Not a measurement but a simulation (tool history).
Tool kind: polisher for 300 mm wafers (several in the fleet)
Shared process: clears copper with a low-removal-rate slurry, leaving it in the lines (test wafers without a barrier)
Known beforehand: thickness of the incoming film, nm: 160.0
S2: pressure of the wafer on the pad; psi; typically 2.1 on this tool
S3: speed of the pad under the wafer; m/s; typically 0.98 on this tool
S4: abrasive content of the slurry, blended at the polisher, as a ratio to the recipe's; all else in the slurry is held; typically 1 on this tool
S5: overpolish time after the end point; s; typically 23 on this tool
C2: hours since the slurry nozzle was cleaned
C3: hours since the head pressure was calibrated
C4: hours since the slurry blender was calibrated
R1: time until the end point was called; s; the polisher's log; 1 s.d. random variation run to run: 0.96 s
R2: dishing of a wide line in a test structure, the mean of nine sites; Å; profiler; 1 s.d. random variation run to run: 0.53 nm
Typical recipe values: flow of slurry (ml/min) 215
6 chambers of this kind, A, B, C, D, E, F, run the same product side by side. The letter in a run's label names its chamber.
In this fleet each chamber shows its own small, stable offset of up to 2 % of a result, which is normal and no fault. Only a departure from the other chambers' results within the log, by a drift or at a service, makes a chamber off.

-- day=0.038 chamber B: worn pad replaced by a new one
run 1E day=0.192 | flow_of_slurry_(ml/min)=215 S2=2.1 S3=0.98 S4=1 S5=23 | wafers_polished_on_this_pad=76 C2=273.1 C3=235.9 C4=256.7 | R1=83.674 R2=295.14
-- day=0.367 chamber A: slurry blender recalibrated
run 2A day=0.375 | flow_of_slurry_(ml/min)=215 S2=2.1 S3=0.98 S4=1 S5=23 | wafers_polished_on_this_pad=486 C2=43.3 C3=1328.6 C4=0.2 | R1=86.69 R2=297.92
-- day=0.533 chamber B: slurry blender recalibrated
run 3D day=0.604 | flow_of_slurry_(ml/min)=215 S2=2.1 S3=0.98 S4=1 S5=23 | wafers_polished_on_this_pad=564 C2=525 C3=808.2 C4=70.3 | R1=85.238 R2=288.35
run 4C day=0.758 | flow_of_slurry_(ml/min)=215 S2=2.1 S3=0.98 S4=1 S5=23 | wafers_polished_on_this_pad=664 C2=154.8 C3=324.9 C4=29.5 | R1=83.198 R2=297.39
run 5F day=0.946 | flow_of_slurry_(ml/min)=215 S2=2.1 S3=0.98 S4=1 S5=23 | wafers_polished_on_this_pad=696 C2=249.6 C3=591.8 C4=210.8 | R1=82.746 R2=282.52
-- day=0.988 chamber F: slurry blender recalibrated
run 6B day=1.067 | flow_of_slurry_(ml/min)=215 S2=2.1 S3=0.98 S4=1 S5=23 | wafers_polished_on_this_pad=145 C2=631.7 C3=183.4 C4=12.9 | R1=83.935 R2=294.05
run 7D day=1.262 | flow_of_slurry_(ml/min)=215 S2=2.1 S3=0.72 S4=1 S5=28 | wafers_polished_on_this_pad=657 C2=540.8 C3=824 C4=86.1 | R1=115.86 R2=273.82
-- day=1.3 chamber A: worn pad replaced by a new one
run 8F day=1.454 | flow_of_slurry_(ml/min)=215 S2=2.1 S3=0.72 S4=1 S5=28 | wafers_polished_on_this_pad=767 C2=261.8 C3=604 C4=11.2 | R1=114.52 R2=264.37
run 9A day=1.692 | flow_of_slurry_(ml/min)=215 S2=2.1 S3=0.72 S4=1 S5=28 | wafers_polished_on_this_pad=55 C2=74.9 C3=1360.2 C4=31.8 | R1=115.59 R2=262.16
run 10E day=1.842 | flow_of_slurry_(ml/min)=215 S2=2.1 S3=0.72 S4=1 S5=28 | wafers_polished_on_this_pad=308 C2=312.7 C3=275.5 C4=296.3 | R1=112.05 R2=265.4
-- day=1.992 chamber C: worn pad replaced by a new one
-- day=2.012 chamber F: worn pad replaced by a new one
run 11B day=2.092 | flow_of_slurry_(ml/min)=215 S2=2.1 S3=0.72 S4=1 S5=28 | wafers_polished_on_this_pad=289 C2=656.3 C3=208 C4=37.5 | R1=116.98 R2=257.72
-- day=2.117 chamber B: slurry nozzle cleaned
run 12C day=2.288 | flow_of_slurry_(ml/min)=215 S2=2.1 S3=0.72 S4=1 S5=28 | wafers_polished_on_this_pad=41 C2=191.5 C3=361.6 C4=66.2 | R1=112.17 R2=259.7
run 13B day=2.404 | flow_of_slurry_(ml/min)=240 S2=2.1 S3=1.28 S4=1 S5=23 | wafers_polished_on_this_pad=333 C2=6.9 C3=215.5 C4=45 | R1=63.441 R2=370.65
run 14E day=2.562 | flow_of_slurry_(ml/min)=240 S2=2.1 S3=1.28 S4=1 S5=23 | wafers_polished_on_this_pad=409 C2=330 C3=292.8 C4=313.6 | R1=60.597 R2=360.91
-- day=2.621 chamber D: slurry blender recalibrated
run 15C day=2.688 | flow_of_slurry_(ml/min)=240 S2=2.1 S3=1.28 S4=1 S5=23 | wafers_polished_on_this_pad=97 C2=201.1 C3=371.2 C4=75.8 | R1=64.267 R2=367.03
-- day=2.733 chamber E: head pressure recalibrated
run 16D day=2.821 | flow_of_slurry_(ml/min)=240 S2=2.1 S3=1.28 S4=1 S5=23 | wafers_polished_on_this_pad=876 C2=578.2 C3=861.4 C4=4.9 | R1=64.847 R2=354.73
-- day=2.833 chamber D: worn pad replaced by a new one
run 17F day=3.083 | flow_of_slurry_(ml/min)=240 S2=2.1 S3=1.28 S4=1 S5=23 | wafers_polished_on_this_pad=150 C2=300.9 C3=643.1 C4=50.3 | R1=62.884 R2=364.71
run 18A day=3.2 | flow_of_slurry_(ml/min)=240 S2=2.1 S3=1.28 S4=1 S5=23 | wafers_polished_on_this_pad=267 C2=111.1 C3=1396.4 C4=68 | R1=63.503 R2=352.97
run 19E day=3.317 | flow_of_slurry_(ml/min)=235 S2=2.5 S3=0.98 S4=1 S5=23 | wafers_polished_on_this_pad=515 C2=348.1 C3=14 C4=331.7 | R1=69.644 R2=330.96
run 20B day=3.433 | flow_of_slurry_(ml/min)=235 S2=2.5 S3=0.98 S4=1 S5=23 | wafers_polished_on_this_pad=477 C2=31.6 C3=240.2 C4=69.7 | R1=69.968 R2=336.03
run 21F day=3.638 | flow_of_slurry_(ml/min)=235 S2=2.5 S3=0.98 S4=1 S5=23 | wafers_polished_on_this_pad=228 C2=314.2 C3=656.4 C4=63.6 | R1=69.765 R2=343.79
-- day=3.858 chamber D: head pressure recalibrated
run 22D day=3.875 | flow_of_slurry_(ml/min)=235 S2=2.5 S3=0.98 S4=1 S5=23 | wafers_polished_on_this_pad=146 C2=603.5 C3=0.5 C4=30.2 | R1=77.47 R2=316.82
run 23C day=4.096 | flow_of_slurry_(ml/min)=235 S2=2.5 S3=0.98 S4=1 S5=23 | wafers_polished_on_this_pad=295 C2=234.9 C3=405 C4=109.6 | R1=70.486 R2=329.87
run 24A day=4.317 | flow_of_slurry_(ml/min)=235 S2=2.5 S3=0.98 S4=1 S5=23 | wafers_polished_on_this_pad=424 C2=137.9 C3=1423.2 C4=94.8 | R1=71.364 R2=342.22
run 25D day=4.458 | flow_of_slurry_(ml/min)=215 S2=2.1 S3=0.98 S4=1 S5=23 | wafers_polished_on_this_pad=228 C2=617.5 C3=14.5 C4=44.2 | R1=92.455 R2=265.05
run 26E day=4.671 | flow_of_slurry_(ml/min)=215 S2=2.1 S3=0.98 S4=1 S5=23 | wafers_polished_on_this_pad=705 C2=380.6 C3=46.5 C4=364.2 | R1=84.214 R2=281.4
run 27A day=4.854 | flow_of_slurry_(ml/min)=215 S2=2.1 S3=0.98 S4=1 S5=23 | wafers_polished_on_this_pad=500 C2=150.8 C3=1436.1 C4=107.7 | R1=86.072 R2=291.44
run 28B day=5.096 | flow_of_slurry_(ml/min)=215 S2=2.1 S3=0.98 S4=1 S5=23 | wafers_polished_on_this_pad=711 C2=71.5 C3=280.1 C4=109.6 | R1=83.31 R2=282.74
run 29C day=5.325 | flow_of_slurry_(ml/min)=215 S2=2.1 S3=0.98 S4=1 S5=23 | wafers_polished_on_this_pad=468 C2=264.4 C3=434.5 C4=139.1 | R1=84.547 R2=287.61
run 30F day=5.512 | flow_of_slurry_(ml/min)=215 S2=2.1 S3=0.98 S4=1 S5=23 | wafers_polished_on_this_pad=492 C2=359.2 C3=701.4 C4=108.6 | R1=82.652 R2=293.03
run 31B day=5.633 | flow_of_slurry_(ml/min)=170 S2=2.1 S3=0.98 S4=0.8 S5=23 | wafers_polished_on_this_pad=787 C2=84.4 C3=293 C4=122.5 | R1=91.844 R2=274.34
run 32D day=5.888 | flow_of_slurry_(ml/min)=170 S2=2.1 S3=0.98 S4=0.8 S5=23 | wafers_polished_on_this_pad=429 C2=651.8 C3=48.8 C4=78.5 | R1=98.302 R2=256.45
run 33A day=6.008 | flow_of_slurry_(ml/min)=170 S2=2.1 S3=0.98 S4=0.8 S5=23 | wafers_polished_on_this_pad=662 C2=178.5 C3=1463.8 C4=135.4 | R1=92.642 R2=270.35
run 34C day=6.217 | flow_of_slurry_(ml/min)=170 S2=2.1 S3=0.98 S4=0.8 S5=23 | wafers_polished_on_this_pad=593 C2=285.8 C3=455.9 C4=160.5 | R1=91.693 R2=263.59
run 35F day=6.438 | flow_of_slurry_(ml/min)=170 S2=2.1 S3=0.98 S4=0.8 S5=23 | wafers_polished_on_this_pad=622 C2=381.4 C3=723.6 C4=130.8 | R1=91.353 R2=270.46
run 36E day=6.696 | flow_of_slurry_(ml/min)=170 S2=2.1 S3=0.98 S4=0.8 S5=23 | wafers_polished_on_this_pad=990 C2=429.2 C3=95.1 C4=412.8 | R1=91.745 R2=266.17

Predict what each chamber gives when all 6 of them run the settings below next.
run 37A day=6.883 | flow_of_slurry_(ml/min)=215 S2=2.1 S3=0.98 S4=1 S5=28 | R1=? R2=?
run 37B day=6.883 | flow_of_slurry_(ml/min)=215 S2=2.1 S3=0.98 S4=1 S5=28 | R1=? R2=?
run 37C day=6.883 | flow_of_slurry_(ml/min)=215 S2=2.1 S3=0.98 S4=1 S5=28 | R1=? R2=?
run 37D day=6.883 | flow_of_slurry_(ml/min)=215 S2=2.1 S3=0.98 S4=1 S5=28 | R1=? R2=?
run 37E day=6.883 | flow_of_slurry_(ml/min)=215 S2=2.1 S3=0.98 S4=1 S5=28 | R1=? R2=?
run 37F day=6.883 | flow_of_slurry_(ml/min)=215 S2=2.1 S3=0.98 S4=1 S5=28 | R1=? R2=?

run=37A R1=84.683 R2=327.22
run=37B R1=83.126 R2=342.87
run=37C R1=83.689 R2=346.33
run=37D R1=93.354 R2=313.2
run=37E R1=83.474 R2=346.48
run=37F R1=84.938 R2=346.75

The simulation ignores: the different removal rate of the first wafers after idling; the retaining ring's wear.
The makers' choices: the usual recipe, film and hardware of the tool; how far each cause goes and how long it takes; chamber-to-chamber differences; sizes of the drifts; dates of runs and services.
